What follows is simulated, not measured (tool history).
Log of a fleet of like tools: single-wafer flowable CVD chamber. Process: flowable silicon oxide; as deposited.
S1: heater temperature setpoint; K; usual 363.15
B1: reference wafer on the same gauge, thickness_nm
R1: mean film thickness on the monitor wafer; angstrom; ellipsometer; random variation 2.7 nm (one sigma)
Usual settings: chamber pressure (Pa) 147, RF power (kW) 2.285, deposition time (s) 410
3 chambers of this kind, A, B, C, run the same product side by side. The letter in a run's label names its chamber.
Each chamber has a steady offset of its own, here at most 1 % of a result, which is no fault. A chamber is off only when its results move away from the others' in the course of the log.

Run 1A, hour 10.9: usual settings; B1 582.36. Result: R1 5297.3 angstrom.
Run 2C, hour 22.5: usual settings; B1 582.29. Result: R1 5222.3 angstrom.
Run 3B, hour 32.3: usual settings; B1 581.79. Result: R1 5251.5 angstrom.
Run 4C, hour 43.8: usual settings; B1 581.81. Result: R1 5183.6 angstrom.
Run 5A, hour 51.8: usual settings; B1 583.27. Result: R1 5264.4 angstrom.
Run 6B, hour 64.3: usual settings; B1 582.73. Result: R1 5256.5 angstrom.
Run 7B, hour 74.4: usual settings; B1 582.01. Result: R1 5249.1 angstrom.
Run 8C, hour 81.9: usual settings; B1 582.44. Result: R1 5179.2 angstrom.
Run 9A, hour 94.4: usual settings; B1 581.74. Result: R1 5276.6 angstrom.
Run 10B, hour 103.8: usual settings; B1 582.97. Result: R1 5244.9 angstrom.
Run 11C, hour 113.3: usual settings; B1 581.59. Result: R1 5194.2 angstrom.
At hour 118.3: chamber B: capacitance manometer re-zeroed and calibrated.
Run 12A, hour 124.7: usual settings; B1 582.83. Result: R1 5329.3 angstrom.
Run 13C, hour 133.8: usual settings; B1 582.10. Result: R1 5220.5 angstrom.
Run 14A, hour 144.8: usual settings; B1 582.86. Result: R1 5248.1 angstrom.
Run 15B, hour 158.7: usual settings; B1 581.79. Result: R1 5261.0 angstrom.
Run 16A, hour 172.1: usual settings; B1 582.58. Result: R1 5302.1 angstrom.
Run 17B, hour 186.4: usual settings but S1 368.15 K, deposition time (s) 340; B1 582.66. Result: R1 3720.6 angstrom.
Run 18C, hour 196.7: usual settings but S1 368.15 K, deposition time (s) 340; B1 582.16. Result: R1 3632.7 angstrom.
Run 19C, hour 205.9: usual settings but S1 368.15 K, deposition time (s) 340; B1 581.77. Result: R1 3644.8 angstrom.
Run 20A, hour 216.3: usual settings; B1 581.90. Result: R1 5270.3 angstrom.
Run 21B, hour 227.3: usual settings; B1 581.94. Result: R1 5330.8 angstrom.
At hour 238.3: chamber A: thermocouple changed; heater temperature recalibrated.
Run 22C, hour 238.9: usual settings; B1 581.78. Result: R1 5208.3 angstrom.
Run 23A, hour 248.1: usual settings; B1 581.94. Result: R1 5272.6 angstrom.
Run 24B, hour 258.1: usual settings but S1 358.15 K, deposition time (s) 379; B1 582.11. Result: R1 5691.8 angstrom.
Run 25A, hour 264.6: usual settings but S1 358.15 K, deposition time (s) 379; B1 581.92. Result: R1 5684.1 angstrom.
Run 26C, hour 271.2: usual settings but S1 358.15 K, deposition time (s) 379; B1 582.03. Result: R1 5605.3 angstrom.
Run 27B, hour 279.5: usual settings; B1 582.63. Result: R1 5308.3 angstrom.
Run 28C, hour 286.0: usual settings; B1 582.52. Result: R1 5216.2 angstrom.
Run 29B, hour 299.1: usual settings; B1 581.26. Result: R1 5281.8 angstrom.
Run 30A, hour 310.8: usual settings but S1 369.15 K, chamber pressure (Pa) 180; B1 582.68. Result: R1 5350.2 angstrom.

Is one chamber off against the others, does the gauge drift, or is nothing wrong? If a chamber is off, say which, and what the likeliest cause is.

No chamber stands off beyond its own small offset, and the gauge holds steady.
